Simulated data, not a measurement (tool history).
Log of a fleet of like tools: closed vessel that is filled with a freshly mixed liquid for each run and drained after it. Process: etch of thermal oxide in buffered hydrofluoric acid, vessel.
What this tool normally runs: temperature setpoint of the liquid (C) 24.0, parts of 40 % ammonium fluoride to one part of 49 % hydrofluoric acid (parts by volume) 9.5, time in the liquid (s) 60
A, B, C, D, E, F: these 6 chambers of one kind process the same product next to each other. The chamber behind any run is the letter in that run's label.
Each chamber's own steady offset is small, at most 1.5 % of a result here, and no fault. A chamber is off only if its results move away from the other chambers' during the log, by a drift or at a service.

run,hour,temperature setpoint of the liquid (C),parts of 40 % ammonium fluoride to one part of 49 % hydrofluoric acid (parts by volume),time in the liquid (s),hours since the thermometer was replaced,hours since the hydrofluoric acid flow meter was replaced,"read-back film thickness of the thermal oxide reference wafer, read on the same gauge (nm)",thickness taken off the thermal oxide on a monitor wafer (Å)
1E,8.2,24.0,9.5,60,166.1,1111.6,130.00,702.98
2F,15.7,24.0,9.5,60,611.7,320.5,129.99,695.25
3A,22.4,24.0,9.5,60,1977.2,1594.3,130.01,707.31
4D,30.7,24.0,9.5,60,617.3,315.7,130.00,696.64
5C,36.2,24.0,9.5,60,594.7,1010.8,130.01,701.61
6B,41.9,24.0,9.5,60,1385.1,1017.8,130.00,690.96
7C,51.1,24.0,9.5,60,609.6,1025.7,130.02,701.61
8F,59.4,24.0,9.5,60,655.4,364.2,130.00,695.71
9A,64.2,24.0,9.5,60,2019.0,1636.1,130.01,705.55
10E,68.4,24.0,9.5,60,226.3,1171.8,129.97,710.65
11B,76.2,24.0,9.5,60,1419.4,1052.1,130.01,693.22
12D,83.8,24.0,9.5,60,670.4,368.8,130.00,696.71
13C,88.1,24.0,9.5,60,646.6,1062.7,129.98,694.50
14F,93.7,24.0,9.5,60,689.7,398.5,129.98,695.14
15A,99.5,24.0,9.5,60,2054.3,1671.4,130.01,703.47
16D,104.5,28.5,9.5,90,691.1,389.5,130.02,1321.20
17B,113.2,28.5,9.5,90,1456.4,1089.1,129.97,1316.90
18E,120.9,28.5,9.5,90,278.8,1224.3,129.99,1352.60
19B,128.1,28.5,9.5,90,1471.3,1104.0,129.99,1320.00
20A,135.3,28.5,9.5,90,2090.1,1707.2,129.98,1349.10
21D,139.7,28.5,9.5,90,726.3,424.7,130.00,1320.80
22F,147.7,24.0,9.5,60,743.7,452.5,130.01,693.40
23E,155.7,24.0,9.5,60,313.6,1259.1,130.01,707.45
24C,164.5,19.5,9.5,60,723.0,1139.1,130.00,545.81
25B,169.7,19.5,9.5,60,1512.9,1145.6,130.00,541.98
26F,176.6,19.5,9.5,60,772.6,481.4,129.97,536.41
27A,182.7,19.5,9.5,60,2137.5,1754.6,130.00,547.66
28D,187.7,19.5,9.5,60,774.3,472.7,130.02,541.10
29C,192.3,19.5,9.5,60,750.8,1166.9,130.03,546.05
30E,198.8,24.0,9.5,60,356.7,1302.2,129.97,715.95
# hour 206.6: chamber F: hydrofluoric acid flow meter replaced
31F,207.1,24.0,9.5,60,803.1,0.6,129.99,692.19
32C,213.4,24.0,9.5,60,771.9,1188.0,130.01,704.53
33E,217.7,24.0,9.5,60,375.6,1321.1,129.98,705.02
34B,224.7,24.0,9.5,60,1567.9,1200.6,129.98,695.50
35D,230.3,24.0,9.5,85,816.9,515.3,129.99,980.37
36A,237.6,24.0,9.5,85,2192.4,1809.5,130.00,1001.40
# hour 239.9: chamber A: hydrofluoric acid flow meter replaced
37A,243.5,24.0,9.5,85,2198.3,3.6,130.00,998.97
38D,250.3,24.0,9.5,85,836.9,535.3,130.00,988.45
39E,258.9,24.0,9.5,85,416.8,1362.3,129.99,1015.10
40B,262.9,24.0,9.5,85,1606.1,1238.8,130.02,978.36
41F,268.6,24.0,9.5,60,864.6,62.1,130.03,693.89

Next, every chamber runs the same settings. What will each give?
42A,275.2,24.0,9.5,60,,,,?
42B,275.2,24.0,9.5,60,,,,?
42C,275.2,24.0,9.5,60,,,,?
42D,275.2,24.0,9.5,60,,,,?
42E,275.2,24.0,9.5,60,,,,?
42F,275.2,24.0,9.5,60,,,,?

run,thickness taken off the thermal oxide on a monitor wafer (Å)
42A,699.75
42B,690.21
42C,701.18
42D,691.19
42E,711.64
42F,694.44
